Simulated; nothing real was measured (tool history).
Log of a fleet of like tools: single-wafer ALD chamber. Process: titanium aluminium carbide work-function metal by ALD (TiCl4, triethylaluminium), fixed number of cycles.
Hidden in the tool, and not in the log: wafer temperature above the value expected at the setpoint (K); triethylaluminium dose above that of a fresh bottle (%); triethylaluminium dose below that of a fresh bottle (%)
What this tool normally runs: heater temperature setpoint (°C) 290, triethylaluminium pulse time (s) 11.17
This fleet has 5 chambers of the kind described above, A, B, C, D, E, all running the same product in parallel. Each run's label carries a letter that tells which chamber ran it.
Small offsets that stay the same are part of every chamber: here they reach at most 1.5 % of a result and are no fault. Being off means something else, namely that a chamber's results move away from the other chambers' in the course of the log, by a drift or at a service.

run	hour	heater temperature setpoint (°C)	triethylaluminium pulse time (s)	hours since the last thermocouple change	hours since the last triethylaluminium bottle change	read-back reference wafer on the same gauge, thickness_nm	mean film thickness on the monitor wafer (nm)
1C	12.3	290	11.17	1501.0	197.9	1.8901	1.9335
2E	27.8	290	11.17	371.7	194.6	1.8888	1.9286
3A	37.9	290	11.17	790.3	287.0	1.8892	1.9389
4D	51.0	290	11.17	2072.5	953.4	1.8885	1.9440
5B	65.2	290	11.17	185.8	605.7	1.8882	1.9530
6C	72.6	277	12.75	1561.3	258.2	1.8884	1.8398
7E	84.4	277	12.75	428.3	251.2	1.8877	1.8346
8A	92.4	277	12.75	844.8	341.5	1.8875	1.8409
9B	104.3	277	12.75	224.9	644.8	1.8872	1.8516
10D	116.1	277	12.75	2137.6	1018.5	1.8867	1.8391
11E	125.9	290	11.17	469.8	292.7	1.8867	1.9230
12C	132.9	290	11.17	1621.6	318.5	1.8863	1.9359
# hour 134.9: chamber B: triethylaluminium bottle replaced
13A	142.4	290	11.17	894.8	391.5	1.8860	1.9317
14B	150.8	290	14.10	271.4	16.0	1.8858	1.9826
# hour 151.1: chamber D: thermocouple changed; heater temperature recalibrated
15D	161.7	290	14.10	10.6	1064.1	1.8859	1.9554
16E	171.4	290	14.10	515.3	338.2	1.8856	1.9520
17C	182.9	290	14.10	1671.6	368.5	1.8848	1.9615
18D	192.9	290	14.10	41.8	1095.3	1.8842	1.9634
# hour 195.5: chamber C: thermocouple changed; heater temperature recalibrated
19B	201.8	290	11.17	322.4	67.0	1.8842	1.9549
20A	212.2	290	11.17	964.6	461.3	1.8833	1.9326
21D	223.8	290	11.17	72.7	1126.2	1.8835	1.9260
22B	235.9	300	13.43	356.5	101.1	1.8840	2.0625
23E	250.8	300	13.43	594.7	417.6	1.8834	2.0326
24A	259.1	300	13.43	1011.5	508.2	1.8826	2.0404
# hour 271.1: chamber E: triethylaluminium bottle replaced
25C	272.3	300	13.43	76.9	457.9	1.8823	2.0381
26C	281.9	300	13.43	86.5	467.5	1.8822	2.0454
27A	296.0	290	11.17	1048.4	545.1	1.8820	1.9250
28B	308.4	290	11.17	429.0	173.6	1.8817	1.9473
29E	322.4	290	11.17	666.3	51.4	1.8819	1.9228
30D	335.5	290	11.17	184.4	1237.9	1.8809	1.9253
31D	348.4	290	11.17	197.3	1250.8	1.8801	1.9274
32C	360.6	290	11.17	165.2	546.2	1.8796	1.9233
33B	367.7	290	11.17	488.3	232.9	1.8798	1.9457
34A	374.8	280	13.02	1127.2	623.9	1.8798	1.8570
35E	387.9	280	13.02	731.8	116.9	1.8797	1.8563
36D	403.2	280	13.02	252.1	1305.6	1.8786	1.8588
37A	411.0	280	13.02	1163.4	660.1	1.8798	1.8602

One chamber off, gauge drift, or nothing amiss beyond the chambers' own small offsets? If it is a chamber, which one, and what is the likeliest cause?

The shared gauge is drifting. All chambers look as if they move in step, but none is off.
Cause: gauge reads low (%) = 0.614.
